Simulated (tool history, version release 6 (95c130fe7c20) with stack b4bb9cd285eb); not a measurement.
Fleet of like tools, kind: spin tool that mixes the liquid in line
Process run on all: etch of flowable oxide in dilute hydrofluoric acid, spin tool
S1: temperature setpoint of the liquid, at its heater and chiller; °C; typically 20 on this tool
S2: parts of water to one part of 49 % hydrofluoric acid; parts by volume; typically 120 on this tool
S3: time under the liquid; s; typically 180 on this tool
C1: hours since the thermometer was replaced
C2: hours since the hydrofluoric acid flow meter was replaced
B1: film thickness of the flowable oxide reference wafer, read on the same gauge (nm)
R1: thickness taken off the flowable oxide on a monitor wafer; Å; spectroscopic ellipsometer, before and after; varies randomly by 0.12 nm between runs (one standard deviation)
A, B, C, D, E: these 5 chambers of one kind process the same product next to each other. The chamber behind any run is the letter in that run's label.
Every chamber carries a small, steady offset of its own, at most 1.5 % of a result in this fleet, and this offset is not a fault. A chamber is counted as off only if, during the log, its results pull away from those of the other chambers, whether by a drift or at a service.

run,hour,S1,S2,S3,C1,C2,B1,R1
1B,6.6,20,120,180,2179.3,1622.8,30.015,312.19
2E,13.9,20,120,180,2033.4,712.4,29.974,311.85
3A,19.3,20,120,180,684.6,1929,29.985,309.78
4D,24.3,20,120,180,1389.1,1355.8,29.986,309.78
5C,34.3,20,120,180,2146.5,831.8,30.016,312.04
6D,43.1,20,120,180,1407.9,1374.6,30.012,308.19
7B,50,20,120,180,2222.7,1666.2,30,310.4
8A,55.7,20,120,180,721,1965.4,29.999,311.33
9E,62.6,20,120,180,2082.1,761.1,30.008,310.98
10C,71.6,20,120,180,2183.8,869.1,30.016,311.28
11B,76.4,20,120,180,2249.1,1692.6,29.991,313.21
12C,82.2,20,120,180,2194.4,879.7,30.028,313.12
13A,91.6,24.5,120,180,756.9,2001.3,29.999,369.41
14E,96.8,24.5,120,180,2116.3,795.3,29.972,374.45
15D,104.7,24.5,120,180,1469.5,1436.2,30.02,367.69
16D,110.2,24.5,120,180,1475,1441.7,30.002,369.86
17A,120.2,24.5,120,180,785.5,2029.9,30.034,369.04
18E,126.5,20,140,255,2146,825,29.988,372.26
19B,136.5,20,140,255,2309.2,1752.7,30.023,367.06
20C,145,20,140,255,2257.2,942.5,30.03,367.27
21C,150.6,20,140,255,2262.8,948.1,29.994,370.87
# hour 157.6: chamber C: thermometer replaced
22E,158.3,20,140,255,2177.8,856.8,29.98,373.27
23A,166.9,20,120,180,832.2,2076.6,30,309.03
24B,174.2,20,145,180,2346.9,1790.4,29.988,249.52
25D,181.8,20,145,180,1546.6,1513.3,30.012,248.32
26B,186.2,20,145,180,2358.9,1802.4,29.982,251.11
# hour 191.5: chamber A: hydrofluoric acid flow meter replaced
27A,193.2,20,145,180,858.5,1.8,30.011,249.44
28E,200,20,145,180,2219.5,898.5,30.015,253.22
29D,205.8,20,120,180,1570.6,1537.3,29.994,306.97
30C,210.3,20,120,180,52.7,1007.8,29.967,314.45
31C,215.2,20,120,180,57.6,1012.7,29.994,314.05
32E,220.5,20,120,180,2240,919,29.982,312.74

Next, every chamber runs the same settings. What will each give?
33A,227.8,20,120,220,,,,?
33B,227.8,20,120,220,,,,?
33C,227.8,20,120,220,,,,?
33D,227.8,20,120,220,,,,?
33E,227.8,20,120,220,,,,?

run,R1
33A,378.03
33B,381.67
33C,382.8
33D,379.34
33E,377.6
